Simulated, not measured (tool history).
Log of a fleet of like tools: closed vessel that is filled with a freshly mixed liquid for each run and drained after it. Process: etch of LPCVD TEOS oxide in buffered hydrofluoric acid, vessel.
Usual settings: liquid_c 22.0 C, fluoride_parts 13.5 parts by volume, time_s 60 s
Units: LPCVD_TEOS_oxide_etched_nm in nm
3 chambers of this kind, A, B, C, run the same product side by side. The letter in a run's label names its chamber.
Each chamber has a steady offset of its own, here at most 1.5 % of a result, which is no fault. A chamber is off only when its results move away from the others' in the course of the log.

| run | hour | liquid_c | fluoride_parts | time_s | read-back film thickness of the LPCVD TEOS oxide reference wafer, read on the same gauge (nm) | LPCVD_TEOS_oxide_etched_nm |
|---|---|---|---|---|---|---|
| 1A | 3.5 | 22.0 | 13.5 | 60 | 49.991 | 139.820 |
| 2B | 6.5 | 22.0 | 13.5 | 60 | 50.001 | 140.640 |
| 3C | 10.7 | 22.0 | 13.5 | 60 | 50.012 | 140.800 |
| 4A | 14.1 | 22.0 | 13.5 | 60 | 50.010 | 137.990 |
| 5B | 18.0 | 22.0 | 13.5 | 60 | 50.007 | 141.220 |
| 6C | 22.5 | 22.0 | 13.5 | 60 | 49.993 | 142.550 |
| 7A | 24.6 | 23.5 | 13.5 | 60 | 49.986 | 151.940 |
| 8C | 28.4 | 23.5 | 13.5 | 60 | 49.994 | 153.530 |
| 9B | 31.1 | 23.5 | 13.5 | 60 | 50.007 | 151.920 |
| 10B | 33.9 | 22.0 | 13.5 | 60 | 49.995 | 140.820 |
| 11A | 36.0 | 22.0 | 13.5 | 60 | 49.973 | 140.210 |
| 12C | 40.8 | 22.0 | 13.5 | 60 | 50.017 | 141.950 |
| 13B | 43.1 | 22.0 | 13.5 | 60 | 49.983 | 140.230 |
| 14C | 45.6 | 22.0 | 13.5 | 60 | 49.983 | 141.030 |
| 15A | 48.7 | 22.0 | 13.5 | 60 | 49.999 | 139.610 |
| 16B | 52.3 | 22.0 | 13.5 | 60 | 49.995 | 140.870 |
| 17A | 56.0 | 26.0 | 13.5 | 30 | 49.999 | 87.483 |
| 18C | 58.1 | 26.0 | 13.5 | 30 | 49.991 | 87.259 |
| 19A | 62.8 | 26.0 | 13.5 | 30 | 49.986 | 87.568 |
| 20B | 65.8 | 22.0 | 13.5 | 60 | 50.012 | 140.970 |
| 21C | 69.4 | 22.0 | 13.5 | 60 | 49.967 | 141.530 |
| 22A | 72.6 | 22.0 | 13.5 | 60 | 50.009 | 140.080 |
| 23B | 76.0 | 22.0 | 13.5 | 60 | 49.991 | 141.750 |
| 24C | 80.8 | 22.0 | 13.5 | 60 | 49.983 | 140.790 |
| 25C | 83.9 | 22.0 | 13.5 | 60 | 49.981 | 140.480 |
| 26B | 88.2 | 22.0 | 10.0 | 30 | 50.010 | 94.203 |
| 27A | 92.8 | 22.0 | 10.0 | 30 | 49.996 | 92.506 |
| 28B | 96.9 | 22.0 | 10.0 | 30 | 49.987 | 93.899 |
| 29A | 100.2 | 22.0 | 13.5 | 60 | 49.986 | 138.810 |
| 30C | 103.6 | 22.0 | 13.5 | 60 | 50.015 | 140.990 |
| 31A | 107.0 | 22.0 | 13.5 | 60 | 50.000 | 140.190 |

Is one chamber off against the others, does the gauge drift, or is nothing wrong? If a chamber is off, say which, and what the likeliest cause is.

No chamber stands off beyond its own small offset, and the gauge holds steady.
